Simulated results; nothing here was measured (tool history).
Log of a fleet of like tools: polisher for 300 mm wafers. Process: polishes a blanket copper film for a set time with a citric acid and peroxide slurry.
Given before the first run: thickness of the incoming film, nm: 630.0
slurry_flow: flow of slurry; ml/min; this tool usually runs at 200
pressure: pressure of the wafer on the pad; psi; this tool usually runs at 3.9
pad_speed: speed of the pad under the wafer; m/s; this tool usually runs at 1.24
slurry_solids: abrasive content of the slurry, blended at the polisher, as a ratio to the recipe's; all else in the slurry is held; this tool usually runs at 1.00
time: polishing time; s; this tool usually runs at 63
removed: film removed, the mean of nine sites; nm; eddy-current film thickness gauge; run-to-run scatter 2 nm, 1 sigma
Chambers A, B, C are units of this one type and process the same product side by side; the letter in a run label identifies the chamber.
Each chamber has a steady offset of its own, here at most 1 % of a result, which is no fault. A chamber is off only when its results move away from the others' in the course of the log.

run,hour,slurry_flow,pressure,pad_speed,slurry_solids,time,removed
1A,8.7,200,3.9,1.24,1.00,63,221.43
# hour 11.5: chamber C: worn pad replaced by a new one
# hour 14.5: chamber A: slurry blender recalibrated
# hour 16.6: chamber B: worn pad replaced by a new one
2B,18.0,200,3.9,1.24,1.00,63,219.97
3C,25.7,200,3.9,1.24,1.00,63,219.97
4C,35.8,200,3.9,1.24,1.00,63,218.10
5A,46.5,200,3.9,1.24,1.00,63,222.89
6B,56.1,200,3.9,1.24,1.00,63,218.22
# hour 56.8: chamber A: worn pad replaced by a new one
7C,67.6,200,3.9,1.24,1.00,63,219.74
8B,74.4,200,3.9,1.24,1.00,63,224.67
9A,87.8,200,3.9,1.24,1.00,63,222.13
# hour 91.0: chamber C: slurry blender recalibrated
# hour 94.1: chamber B: worn pad replaced by a new one
# hour 96.0: chamber C: worn pad replaced by a new one
10A,96.5,200,3.9,1.56,1.00,63,285.50
11C,104.8,200,3.9,1.56,1.00,63,274.12
12B,112.2,200,3.9,1.56,1.00,63,281.78
# hour 114.9: chamber C: slurry nozzle cleaned
13C,119.6,200,3.9,1.48,1.00,63,262.82
14B,127.7,200,3.9,1.48,1.00,63,261.17
# hour 133.1: chamber C: head pressure recalibrated
15A,137.8,200,3.9,1.48,1.00,63,267.88
16C,144.0,200,3.9,1.24,1.00,63,205.24
# hour 145.0: chamber A: worn pad replaced by a new one
17A,151.7,200,3.9,1.24,1.00,63,221.41
18B,163.5,200,3.9,1.24,1.00,63,221.39
19B,171.1,200,3.9,1.24,1.00,63,216.45
# hour 172.5: chamber C: worn pad replaced by a new one
# hour 173.7: chamber B: worn pad replaced by a new one
20C,184.3,200,3.9,1.24,1.00,63,198.92
# hour 184.4: chamber A: head pressure recalibrated
21A,191.4,200,3.9,1.24,1.00,63,223.76
# hour 198.5: chamber C: slurry blender recalibrated
22B,200.2,200,3.9,1.24,1.00,63,221.75
23C,211.3,200,3.9,1.24,1.00,63,200.08
# hour 215.0: chamber B: slurry nozzle cleaned
24A,222.0,200,3.9,1.54,1.00,45,196.38
# hour 225.4: chamber A: worn pad replaced by a new one
25A,235.7,200,3.9,1.54,1.00,45,195.97
26C,245.2,200,3.9,1.54,1.00,45,178.65
# hour 245.7: chamber B: worn pad replaced by a new one
27B,254.4,200,3.9,1.24,0.85,63,212.23
# hour 254.6: chamber C: worn pad replaced by a new one
28B,267.9,200,3.9,1.24,0.85,63,213.61
# hour 273.0: chamber B: slurry blender recalibrated
29C,279.8,200,3.9,1.24,0.85,63,195.74
30A,286.6,200,3.9,1.24,1.00,63,223.06
# hour 295.6: chamber A: worn pad replaced by a new one
31A,295.7,200,3.9,1.24,1.00,63,217.93
# hour 302.5: chamber C: slurry blender recalibrated
32B,304.1,200,3.9,1.24,1.00,63,220.41
# hour 312.7: chamber B: worn pad replaced by a new one
33C,313.3,200,3.9,1.24,0.80,63,192.34
34C,323.7,200,3.9,1.24,0.80,63,193.23
# hour 327.7: chamber C: worn pad replaced by a new one
35B,334.4,200,3.9,1.24,0.80,63,216.92
36A,341.2,200,3.9,1.24,1.00,63,222.27
37C,347.4,200,3.9,1.24,1.00,63,202.85
# hour 353.1: chamber A: slurry blender recalibrated
38A,361.4,200,3.9,1.24,1.00,63,221.80
# hour 366.5: chamber A: worn pad replaced by a new one
39B,368.2,200,3.9,1.24,1.00,63,222.13
40A,380.0,200,3.9,1.24,1.00,63,220.06
41C,390.8,200,3.9,1.24,1.00,63,199.54

Next, all 3 chambers run the settings below, one line each with question marks for the results. What does each chamber give?
42A,401.0,200,3.9,1.24,1.00,63,?
42B,401.0,200,3.9,1.24,1.00,63,?
42C,401.0,200,3.9,1.24,1.00,63,?

run,removed
42A,221.05
42B,221.91
42C,202.07
